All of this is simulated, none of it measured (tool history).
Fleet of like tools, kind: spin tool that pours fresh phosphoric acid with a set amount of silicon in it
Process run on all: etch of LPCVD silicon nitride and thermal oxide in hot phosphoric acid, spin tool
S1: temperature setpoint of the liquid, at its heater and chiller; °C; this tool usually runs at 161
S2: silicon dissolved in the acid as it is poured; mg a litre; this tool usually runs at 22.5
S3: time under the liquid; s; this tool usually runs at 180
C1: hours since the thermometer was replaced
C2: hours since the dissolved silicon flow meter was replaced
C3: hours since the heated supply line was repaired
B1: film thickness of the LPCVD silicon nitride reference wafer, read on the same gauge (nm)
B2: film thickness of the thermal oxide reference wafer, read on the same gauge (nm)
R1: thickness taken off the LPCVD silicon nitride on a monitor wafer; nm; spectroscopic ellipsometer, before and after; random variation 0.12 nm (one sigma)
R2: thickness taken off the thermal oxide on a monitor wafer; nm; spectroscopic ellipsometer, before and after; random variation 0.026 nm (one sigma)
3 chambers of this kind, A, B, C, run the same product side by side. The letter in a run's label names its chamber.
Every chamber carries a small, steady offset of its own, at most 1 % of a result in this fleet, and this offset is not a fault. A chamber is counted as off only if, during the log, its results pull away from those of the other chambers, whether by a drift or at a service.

run     day   S1    S2   S3      C1      C2      C3      B1      B2      R1       R2
 1C   0.383  161  22.5  180  1192.6  1730.4   526.7  59.993  59.998  15.636  0.27937
 2B   0.871  161  22.5  180   136.5   399.2  1996.9  59.991  59.976  15.396  0.34349
 3A   1.229  161  22.5  180   954.8   381.5  2838.6  59.996  60.033  15.689  0.27645
 4C   1.796  161  22.5  180  1226.5  1764.3   560.6  60.012  60.034  15.705    0.327
 5A   2.304  161  22.5  180   980.6   407.3  2864.4  59.981  59.997  15.486    0.316
 6B   2.717  161  22.5  180   180.8   443.5  2041.2  60.007  60.007  15.704  0.34197
 7C   3.033  162  22.5  230  1256.2    1794   590.3  59.978  59.978  20.857  0.41722
 8B   3.583  162  22.5  230   201.6   464.3    2062  60.005  59.978   20.51  0.43748
 9A   3.921  162  22.5  230  1019.4   446.1  2903.2  59.988  59.984  20.616  0.40032
10B   4.412  161  22.5  180   221.5   484.2  2081.9  59.996  59.979   15.34   0.3108
11A   4.858  161  22.5  180  1041.9   468.6  2925.7  59.997  59.969  15.659  0.29225
12C   5.208  161  22.5  180  1308.4  1846.2   642.5  59.997      60  15.317  0.31486
13C    5.75  161  22.5  180  1321.4  1859.2   655.5  59.992  60.011  15.297  0.25916
14B   6.029  161  22.5  180   260.3     523  2120.7  59.994  59.981  15.514  0.27836
      6.108  -- chamber A: heated supply line repaired
      6.346  -- chamber A: dissolved silicon flow meter replaced
15A   6.396  161  10.5  280  1078.8     1.2     6.9  59.982  59.989  25.087  0.65432
16C   7.008  161  10.5  280  1351.6  1889.4   685.7  59.986  60.057  24.157  0.52016
17A   7.296  161  10.5  280  1100.4    22.8    28.5  60.002  60.005  24.831  0.62189
      7.562  -- chamber B: heated supply line repaired
18B   7.846  161  22.5  180   303.9   566.6     6.9  59.995  60.036  15.379  0.35451
19B   8.329  161  22.5  180   315.5   578.2    18.5  60.017  59.997   15.58  0.32644
20C   8.771  161  22.5  180  1393.9  1931.7     728  59.999  60.004  15.301  0.30462
21A   9.317  161  22.5  180  1148.9    71.3      77  59.997  59.995    15.6  0.30158
22A     9.7  161  22.5  180  1158.1    80.5    86.2  60.004  59.969  15.419  0.30998
23C  10.083  161  22.5  180  1425.4  1963.2   759.5  59.992  59.987  14.927  0.27994
24B  10.642  163  22.5  110     371   633.7      74      60  59.992  10.098  0.21498
     10.888  -- chamber C: dissolved silicon flow meter replaced
25A  10.958  163  22.5  110  1188.3   110.7   116.4  60.008  60.032  10.286  0.23026
26B  11.458  163  22.5  110   390.6   653.3    93.6  60.011  59.992  10.182  0.21728
27C  12.058  161  22.5  180  1472.8    28.1   806.9  60.008  59.985  14.714  0.27035
28C  12.417  161  22.5  180  1481.4    36.7   815.5   60.01  60.009   14.74  0.27642
29B  12.762  161  22.5  180   421.9   684.6   124.9  59.999  59.994  15.653  0.31387
30A  13.325  161  22.5  180  1245.1   167.5   173.2  59.991  60.009  15.693  0.34117
31B  13.804  161  22.5  100   446.9   709.6   149.9  60.001   59.97  8.5489  0.16828
32A  14.312  161  22.5  100  1268.8   191.2   196.9   59.99  60.007  8.7595   0.1825
33C  14.675  161  22.5  100  1535.6    90.9   869.7  60.018  59.965  8.0584   0.1435

One chamber off, gauge drift, or nothing amiss beyond the chambers' own small offsets? If it is a chamber, which one, and what is the likeliest cause?

Little by little, chamber C moves away from the other chambers.
What lies behind it: temperature lost on the way to the wafer (K) = 2.34.
From this log alone, it may not be told apart from: liquid colder than its thermometer reads (K).

Chamber C could run next with any of the 4 candidate recipes listed below; each alters the usual settings, and their results appear as question marks. Which one brings its results back in line with what the other chambers deliver on the usual settings?
Counts as in line when no further than this from what the other chambers average on the usual settings: R1 0.44 nm; R2 0.092 nm
34C-1  15.125  161.5    17  200                       ?   ?
34C-2  15.125    161    19  195                       ?   ?
34C-3  15.125  160.5    28  160                       ?   ?
34C-4  15.125    161  25.5  165                       ?   ?

What the other chambers average on the usual settings: R1 15.654 nm; R2 0.30741 nm
  run      R1       R2
34C-1  16.352  0.35728
34C-2  15.677  0.31795
34C-3  12.652  0.18864
34C-4  13.265  0.22046
With 34C-2, the chamber falls back in line with the rest.

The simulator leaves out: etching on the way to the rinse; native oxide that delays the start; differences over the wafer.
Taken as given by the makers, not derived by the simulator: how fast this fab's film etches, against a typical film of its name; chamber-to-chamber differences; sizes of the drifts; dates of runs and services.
